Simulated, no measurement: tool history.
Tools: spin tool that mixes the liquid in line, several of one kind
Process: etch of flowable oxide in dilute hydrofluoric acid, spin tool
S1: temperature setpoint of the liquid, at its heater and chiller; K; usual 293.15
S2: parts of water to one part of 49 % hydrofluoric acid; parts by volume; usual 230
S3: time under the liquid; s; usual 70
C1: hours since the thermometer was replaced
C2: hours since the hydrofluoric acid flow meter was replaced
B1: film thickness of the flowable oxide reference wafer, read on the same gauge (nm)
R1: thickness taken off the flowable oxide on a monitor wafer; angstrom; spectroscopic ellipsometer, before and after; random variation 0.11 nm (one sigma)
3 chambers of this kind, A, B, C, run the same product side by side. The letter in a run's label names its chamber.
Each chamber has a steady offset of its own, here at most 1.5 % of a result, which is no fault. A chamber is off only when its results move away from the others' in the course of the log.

{"run": "1A", "day": 0.346, "S1": 293.15, "S2": 230, "S3": 70, "C1": 467.7, "C2": 1998.9, "B1": 120.02, "R1": 151.79}
{"run": "2C", "day": 0.804, "S1": 293.15, "S2": 230, "S3": 70, "C1": 903, "C2": 363, "B1": 120.01, "R1": 153.51}
{"run": "3B", "day": 1.096, "S1": 293.15, "S2": 230, "S3": 70, "C1": 549.8, "C2": 1270.4, "B1": 120.02, "R1": 155.91}
{"run": "4A", "day": 1.496, "S1": 293.15, "S2": 230, "S3": 70, "C1": 495.3, "C2": 2026.5, "B1": 120.01, "R1": 152.57}
{"run": "5C", "day": 1.983, "S1": 293.15, "S2": 230, "S3": 70, "C1": 931.3, "C2": 391.3, "B1": 119.99, "R1": 154.31}
{"run": "6B", "day": 2.35, "S1": 290.15, "S2": 230, "S3": 40, "C1": 579.9, "C2": 1300.5, "B1": 120.01, "R1": 79.19}
{"run": "7A", "day": 2.779, "S1": 290.15, "S2": 230, "S3": 40, "C1": 526.1, "C2": 2057.3, "B1": 119.98, "R1": 77.23}
{"run": "8B", "day": 3.262, "S1": 290.15, "S2": 230, "S3": 40, "C1": 601.8, "C2": 1322.4, "B1": 119.99, "R1": 79.207}
{"run": "9C", "day": 3.65, "S1": 293.15, "S2": 295, "S3": 40, "C1": 971.3, "C2": 431.3, "B1": 120.01, "R1": 64.909}
{"day": 3.862, "done": "chamber A: hydrofluoric acid flow meter replaced"}
{"run": "10A", "day": 3.946, "S1": 293.15, "S2": 295, "S3": 40, "C1": 554.1, "C2": 2, "B1": 120, "R1": 66.162}
{"run": "11B", "day": 4.425, "S1": 293.15, "S2": 295, "S3": 40, "C1": 629.7, "C2": 1350.3, "B1": 120.02, "R1": 65.282}
{"run": "12C", "day": 4.796, "S1": 293.15, "S2": 230, "S3": 70, "C1": 998.8, "C2": 458.8, "B1": 119.99, "R1": 153.07}
{"run": "13B", "day": 5.25, "S1": 293.15, "S2": 230, "S3": 70, "C1": 649.5, "C2": 1370.1, "B1": 119.99, "R1": 155.31}
{"run": "14C", "day": 5.533, "S1": 293.15, "S2": 230, "S3": 70, "C1": 1016.5, "C2": 476.5, "B1": 120.02, "R1": 153.07}
{"run": "15A", "day": 5.746, "S1": 293.15, "S2": 230, "S3": 70, "C1": 597.3, "C2": 45.2, "B1": 119.99, "R1": 161.82}
{"run": "16A", "day": 6.075, "S1": 293.15, "S2": 230, "S3": 70, "C1": 605.2, "C2": 53.1, "B1": 120.04, "R1": 163.62}
{"run": "17B", "day": 6.488, "S1": 293.15, "S2": 230, "S3": 70, "C1": 679.2, "C2": 1399.8, "B1": 119.98, "R1": 155.54}
{"run": "18C", "day": 6.75, "S1": 290.15, "S2": 230, "S3": 85, "C1": 1045.7, "C2": 505.7, "B1": 120.01, "R1": 165.84}
{"run": "19C", "day": 7.108, "S1": 290.15, "S2": 230, "S3": 85, "C1": 1054.3, "C2": 514.3, "B1": 120, "R1": 166.58}
{"run": "20A", "day": 7.438, "S1": 290.15, "S2": 230, "S3": 85, "C1": 637.9, "C2": 85.8, "B1": 120, "R1": 181.06}

All 3 chambers run these settings next. Forecast each chamber's results:
{"run": "21A", "day": 7.788, "S1": 293.15, "S2": 230, "S3": 70, "R1": "?"}
{"run": "21B", "day": 7.788, "S1": 293.15, "S2": 230, "S3": 70, "R1": "?"}
{"run": "21C", "day": 7.788, "S1": 293.15, "S2": 230, "S3": 70, "R1": "?"}

run=21A R1=168.76
run=21B R1=155.59
run=21C R1=151.93

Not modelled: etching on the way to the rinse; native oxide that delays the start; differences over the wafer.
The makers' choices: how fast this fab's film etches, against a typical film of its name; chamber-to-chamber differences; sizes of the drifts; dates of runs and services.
